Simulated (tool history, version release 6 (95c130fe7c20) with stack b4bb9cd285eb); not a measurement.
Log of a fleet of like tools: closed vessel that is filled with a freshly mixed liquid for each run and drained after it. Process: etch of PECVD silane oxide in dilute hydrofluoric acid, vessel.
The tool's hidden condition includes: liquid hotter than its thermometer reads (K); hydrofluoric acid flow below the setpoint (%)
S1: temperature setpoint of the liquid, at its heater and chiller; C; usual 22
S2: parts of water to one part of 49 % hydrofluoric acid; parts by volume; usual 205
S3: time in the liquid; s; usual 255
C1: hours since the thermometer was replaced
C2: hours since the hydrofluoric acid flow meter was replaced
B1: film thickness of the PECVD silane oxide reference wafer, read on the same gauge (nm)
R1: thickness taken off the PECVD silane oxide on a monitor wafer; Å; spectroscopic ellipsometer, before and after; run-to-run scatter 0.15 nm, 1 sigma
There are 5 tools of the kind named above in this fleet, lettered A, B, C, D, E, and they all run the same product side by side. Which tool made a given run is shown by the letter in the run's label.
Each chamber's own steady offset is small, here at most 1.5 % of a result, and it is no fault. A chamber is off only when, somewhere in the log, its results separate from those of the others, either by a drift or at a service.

run   hour  S1   S2   S3      C1      C2       B1       R1
       3.8  -- chamber D: thermometer replaced
 1A    6.5  22  205  255   804.1  1919.7   99.981  153.070
 2C   13.0  22  205  255  1226.5   421.3   99.992  156.620
 3E   16.7  22  205  255   390.8   548.6  100.030  155.200
      19.1  -- chamber A: hydrofluoric acid flow meter replaced
 4B   22.1  22  205  255   196.5   384.1   99.966  155.550
 5D   28.0  22  205  255    24.3   718.5   99.969  151.360
 6E   33.4  22  205  255   407.5   565.3   99.997  154.490
 7B   38.2  22  205  255   212.6   400.2   99.981  151.500
 8A   42.3  22  205  255   839.9    23.2   99.984  153.460
 9C   45.9  22  205  255  1259.4   454.2   99.980  156.710
10D   50.3  22  205  255    46.6   740.8  100.000  153.370
11E   55.9  22  205  255   430.0   587.8  100.000  156.580
12A   61.4  22  205  255   859.0    42.3   99.991  153.550
13C   66.7  22  205  255  1280.2   475.0   99.966  155.210
14B   71.6  22  205  255   246.0   433.6  100.030  156.360
15D   78.9  22  205  255    75.2   769.4  100.020  149.790
16E   85.1  22  205  255   459.2   617.0  100.030  148.850
      89.4  -- chamber D: hydrofluoric acid flow meter replaced
17D   90.2  22  205  255    86.5     0.8   99.987  154.350
18A   94.5  22  205  255   892.1    75.4  100.060  156.170
19C   99.4  22  205  255  1312.9   507.7  100.000  155.040
20B  103.0  22  205  255   277.4   465.0  100.020  155.480
     108.3  -- chamber C: hydrofluoric acid flow meter replaced
21D  109.7  22  255  205   106.0    20.3  100.000   94.558
22A  114.9  22  255  205   912.5    95.8  100.000   95.644
23E  118.8  22  255  205   492.9   650.7   99.991   90.230
24C  126.0  22  255  205  1339.5    17.7   99.988   95.648
25B  130.1  22  255  205   304.5   492.1   99.970   96.012
26E  134.8  22  205  255   508.9   666.7  100.040  139.320
27D  140.2  22  205  255   136.5    50.8   99.993  153.500
28C  144.0  22  205  255  1357.5    35.7  100.010  155.220
29A  148.1  22  205  255   945.7   129.0  100.000  154.320
30B  153.7  22  205  255   328.1   515.7  100.000  153.870
31B  160.8  20  205  395   335.2   522.8   99.982  222.410

Each of the 5 chambers runs these same settings next. Fill in every chamber's results:
32A  166.0  27  205  255               ?
32B  166.0  27  205  255               ?
32C  166.0  27  205  255               ?
32D  166.0  27  205  255               ?
32E  166.0  27  205  255               ?

run       R1
32A  185.230
32B  186.570
32C  186.940
32D  185.780
32E  165.750
